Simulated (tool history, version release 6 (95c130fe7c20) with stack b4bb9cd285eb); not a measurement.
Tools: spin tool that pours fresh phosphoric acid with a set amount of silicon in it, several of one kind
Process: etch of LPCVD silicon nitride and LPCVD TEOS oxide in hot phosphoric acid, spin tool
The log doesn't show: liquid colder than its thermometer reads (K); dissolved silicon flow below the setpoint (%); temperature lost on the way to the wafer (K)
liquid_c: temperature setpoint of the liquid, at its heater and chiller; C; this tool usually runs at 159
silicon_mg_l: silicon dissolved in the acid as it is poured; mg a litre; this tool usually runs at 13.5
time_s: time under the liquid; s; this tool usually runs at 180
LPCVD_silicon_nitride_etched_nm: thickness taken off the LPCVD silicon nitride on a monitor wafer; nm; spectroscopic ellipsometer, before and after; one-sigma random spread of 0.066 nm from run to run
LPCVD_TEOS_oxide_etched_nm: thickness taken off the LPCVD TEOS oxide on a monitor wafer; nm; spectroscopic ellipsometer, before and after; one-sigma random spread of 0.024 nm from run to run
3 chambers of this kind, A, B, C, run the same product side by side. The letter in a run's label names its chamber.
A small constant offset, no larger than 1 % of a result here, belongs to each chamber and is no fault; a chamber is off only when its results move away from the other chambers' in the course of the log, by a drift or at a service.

run   hour  liquid_c  silicon_mg_l  time_s  hours since the thermometer was replaced  hours since the dissolved silicon flow meter was replaced  hours since the heated supply line was repaired  read-back film thickness of the LPCVD silicon nitride reference wafer, read on the same gauge (nm)  read-back film thickness of the LPCVD TEOS oxide reference wafer, read on the same gauge (nm)  LPCVD_silicon_nitride_etched_nm  LPCVD_TEOS_oxide_etched_nm
 1A      8       159          13.5     180                                     296.6                                                      433.2                                           1181.2                                                                                              29.953                                                                                         30.022                           16.197                     0.68471
 2C   16.6       159          13.5     180                                    2240.4                                                     1042.1                                           2795.8                                                                                               29.99                                                                                         30.013                           15.978                     0.69617
 3B   22.3       159          13.5     180                                    1336.1                                                     1278.9                                            746.5                                                                                              30.004                                                                                         29.959                           16.223                     0.62472
      23.5  -- chamber B: dissolved silicon flow meter replaced
 4C   27.5       159          13.5     180                                    2251.3                                                       1053                                           2806.7                                                                                              30.021                                                                                         30.016                           16.056                     0.63444
 5A   39.2       159          13.5     180                                     327.8                                                      464.4                                           1212.4                                                                                              29.966                                                                                         29.978                            16.03                     0.61244
 6B   44.7       159          13.5     180                                    1358.5                                                       21.3                                            768.9                                                                                              30.004                                                                                         30.006                           16.273                     0.69228
 7B   50.4       159          13.5     180                                    1364.2                                                         27                                            774.6                                                                                              30.027                                                                                         29.997                           16.128                     0.64835
 8A   61.3       159          13.5     180                                     349.9                                                      486.5                                           1234.5                                                                                               29.99                                                                                         30.027                           16.034                     0.68815
 9C   66.4       159          13.5     180                                    2290.2                                                     1091.9                                           2845.6                                                                                              30.033                                                                                         29.999                           16.034                     0.66019
      67.9  -- chamber A: heated supply line repaired
10C   73.5       159          13.5     130                                    2297.3                                                       1099                                           2852.7                                                                                              29.975                                                                                         29.981                           11.606                     0.47537
11A   83.9       159          13.5     130                                     372.5                                                      509.1                                             16.1                                                                                              30.001                                                                                         29.975                           11.537                     0.48539
12B   91.2       159          13.5     130                                      1405                                                       67.8                                            815.4                                                                                              30.008                                                                                         29.971                           11.752                     0.48486
13C  102.9       159          13.5     180                                    2326.7                                                     1128.4                                           2882.1                                                                                              29.982                                                                                         29.978                           16.023                     0.63807
14A  111.8       159          13.5     180                                     400.4                                                        537                                               44                                                                                              29.965                                                                                         29.971                           16.124                     0.68296
15B  117.4       159          13.5     180                                    1431.2                                                         94                                            841.6                                                                                              30.018                                                                                         30.018                           16.173                     0.68876
16B  127.9       159          13.5     180                                    1441.7                                                      104.5                                            852.1                                                                                              29.988                                                                                         30.005                           16.359                     0.66709
     130.4  -- chamber C: thermometer replaced
17A  138.3       159          17.5     180                                     426.9                                                      563.5                                             70.5                                                                                              30.002                                                                                         30.024                           16.086                     0.60356
18C  148.7       159          17.5     180                                      18.3                                                     1174.2                                           2927.9                                                                                              29.945                                                                                         29.975                           16.121                     0.58785
19A  159.8       159          17.5     180                                     448.4                                                        585                                               92                                                                                              30.019                                                                                         29.975                           16.049                      0.6151
20C    168       159          13.5     180                                      37.6                                                     1193.5                                           2947.2                                                                                              29.998                                                                                         29.987                           16.002                      0.6797
21B  176.3       159          13.5     180                                    1490.1                                                      152.9                                            900.5                                                                                              29.994                                                                                         30.023                           16.247                     0.69018
22C  185.6       159          13.5     180                                      55.2                                                     1211.1                                           2964.8                                                                                              29.983                                                                                         29.993                           16.133                     0.68206
23A  195.6       159          13.5     180                                     484.2                                                      620.8                                            127.8                                                                                              29.978                                                                                         29.987                           15.966                     0.72136
     204.8  -- chamber B: thermometer replaced
24B  205.2       162          13.5     285                                       0.4                                                      181.8                                            929.4                                                                                              29.982                                                                                         30.018                            28.37                      1.3567
25C  214.9       162          13.5     285                                      84.5                                                     1240.4                                           2994.1                                                                                              30.008                                                                                          30.04                           28.257                      1.2314
26A    221       162          13.5     285                                     509.6                                                      646.2                                            153.2                                                                                              30.021                                                                                         30.029                           28.073                      1.2507
27B  229.5       158          13.5     145                                      24.7                                                      206.1                                            953.7                                                                                              30.013                                                                                         29.991                           12.618                     0.47999
28C  236.1       158          13.5     145                                     105.7                                                     1261.6                                           3015.3                                                                                              29.994                                                                                         29.943                           12.503                      0.4894
29A  245.5       158          13.5     145                                     534.1                                                      670.7                                            177.7                                                                                              29.994                                                                                         30.012                           12.519                     0.50362
30B  254.7       159          13.5     180                                      49.9                                                      231.3                                            978.9                                                                                              30.041                                                                                         30.024                           16.203                     0.64348

Next, every chamber runs the same settings. What will each give?
31A  263.1       159          13.5     265                                                                                                                                                                                                                                                                                                                                                                                         ?                           ?
31B  263.1       159          13.5     265                                                                                                                                                                                                                                                                                                                                                                                         ?                           ?
31C  263.1       159          13.5     265                                                                                                                                                                                                                                                                                                                                                                                         ?                           ?

run  LPCVD_silicon_nitride_etched_nm  LPCVD_TEOS_oxide_etched_nm
31A                           23.696                     0.91043
31B                           23.856                      1.0026
31C                           23.523                     0.98677
